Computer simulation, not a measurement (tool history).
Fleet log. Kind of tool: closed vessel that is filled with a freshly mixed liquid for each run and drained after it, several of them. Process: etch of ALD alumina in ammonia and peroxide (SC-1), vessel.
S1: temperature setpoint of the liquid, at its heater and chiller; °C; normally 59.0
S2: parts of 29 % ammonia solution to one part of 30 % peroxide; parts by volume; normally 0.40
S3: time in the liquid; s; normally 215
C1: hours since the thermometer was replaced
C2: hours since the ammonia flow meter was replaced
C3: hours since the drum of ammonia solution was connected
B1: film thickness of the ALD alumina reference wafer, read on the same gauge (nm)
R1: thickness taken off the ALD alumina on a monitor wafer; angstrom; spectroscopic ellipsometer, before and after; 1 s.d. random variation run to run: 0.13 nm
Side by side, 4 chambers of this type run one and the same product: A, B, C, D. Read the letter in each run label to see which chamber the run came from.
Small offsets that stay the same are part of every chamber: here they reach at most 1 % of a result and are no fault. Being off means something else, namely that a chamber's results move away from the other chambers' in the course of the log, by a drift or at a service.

| run | hour | S1 | S2 | S3 | C1 | C2 | C3 | B1 | R1 |
|---|---|---|---|---|---|---|---|---|---|
| 1A | 7.3 | 59.0 | 0.40 | 215 | 1771.3 | 1210.7 | 373.8 | 139.99 | 252.98 |
| 2D | 18.3 | 59.0 | 0.40 | 215 | 799.0 | 645.3 | 599.6 | 140.02 | 250.63 |
| 3B | 30.3 | 59.0 | 0.40 | 215 | 1083.2 | 423.9 | 276.4 | 140.01 | 252.52 |
| 4C | 40.3 | 59.0 | 0.40 | 215 | 814.7 | 67.8 | 132.1 | 139.97 | 254.32 |
| 5D | 48.4 | 59.0 | 0.40 | 215 | 829.1 | 675.4 | 629.7 | 140.00 | 248.89 |
| 6C | 54.4 | 67.5 | 0.40 | 110 | 828.8 | 81.9 | 146.2 | 140.01 | 198.82 |
| 7B | 61.3 | 67.5 | 0.40 | 110 | 1114.2 | 454.9 | 307.4 | 140.00 | 199.14 |
| 8A | 71.2 | 67.5 | 0.40 | 110 | 1835.2 | 1274.6 | 437.7 | 139.99 | 198.17 |
|  | 75.6 | chamber D: new drum of ammonia solution connected |
| 9C | 82.0 | 67.5 | 0.40 | 110 | 856.4 | 109.5 | 173.8 | 140.02 | 199.97 |
|  | 86.1 | chamber A: thermometer replaced |
| 10D | 87.4 | 59.0 | 0.40 | 215 | 868.1 | 714.4 | 11.8 | 139.98 | 250.86 |
|  | 92.4 | chamber C: new drum of ammonia solution connected |
| 11A | 97.2 | 59.0 | 0.40 | 215 | 11.1 | 1300.6 | 463.7 | 139.99 | 251.79 |
|  | 108.5 | chamber A: ammonia flow meter replaced |
| 12B | 108.9 | 59.0 | 0.40 | 215 | 1161.8 | 502.5 | 355.0 | 140.01 | 253.43 |
| 13A | 117.3 | 59.0 | 0.40 | 215 | 31.2 | 8.8 | 483.8 | 139.99 | 255.05 |
| 14D | 125.3 | 59.0 | 0.40 | 215 | 906.0 | 752.3 | 49.7 | 140.01 | 252.01 |
| 15C | 137.2 | 59.0 | 0.40 | 215 | 911.6 | 164.7 | 44.9 | 139.98 | 262.93 |
| 16B | 145.1 | 59.0 | 0.40 | 215 | 1198.0 | 538.7 | 391.2 | 139.99 | 254.63 |
| 17A | 154.9 | 59.0 | 0.40 | 215 | 68.8 | 46.4 | 521.4 | 140.03 | 256.24 |
| 18C | 163.4 | 59.0 | 0.40 | 215 | 937.8 | 190.9 | 71.1 | 140.01 | 261.51 |
| 19D | 174.6 | 59.0 | 0.40 | 215 | 955.3 | 801.6 | 99.0 | 139.98 | 250.31 |
| 20B | 183.6 | 59.0 | 0.40 | 215 | 1236.5 | 577.2 | 429.7 | 139.99 | 253.76 |
| 21A | 195.1 | 59.0 | 0.60 | 120 | 109.0 | 86.6 | 561.6 | 140.00 | 147.62 |
| 22B | 204.6 | 59.0 | 0.60 | 120 | 1257.5 | 598.2 | 450.7 | 140.02 | 147.08 |
|  | 204.8 | chamber B: new drum of ammonia solution connected |
| 23C | 209.9 | 59.0 | 0.60 | 120 | 984.3 | 237.4 | 117.6 | 140.02 | 154.54 |
| 24D | 217.4 | 59.0 | 0.60 | 120 | 998.1 | 844.4 | 141.8 | 140.05 | 145.34 |
| 25C | 224.3 | 59.0 | 0.40 | 215 | 998.7 | 251.8 | 132.0 | 139.97 | 267.51 |
| 26D | 232.0 | 59.0 | 0.40 | 215 | 1012.7 | 859.0 | 156.4 | 140.00 | 252.73 |
| 27B | 242.7 | 59.0 | 0.40 | 215 | 1295.6 | 636.3 | 38.0 | 139.98 | 252.95 |

Predict what each chamber gives when all 4 of them run the settings below next.
| 28A | 251.3 | 59.0 | 0.45 | 215 |  |  |  |  | ? |
| 28B | 251.3 | 59.0 | 0.45 | 215 |  |  |  |  | ? |
| 28C | 251.3 | 59.0 | 0.45 | 215 |  |  |  |  | ? |
| 28D | 251.3 | 59.0 | 0.45 | 215 |  |  |  |  | ? |

| run | R1 |
|---|---|
| 28A | 256.40 |
| 28B | 254.65 |
| 28C | 271.22 |
| 28D | 252.83 |
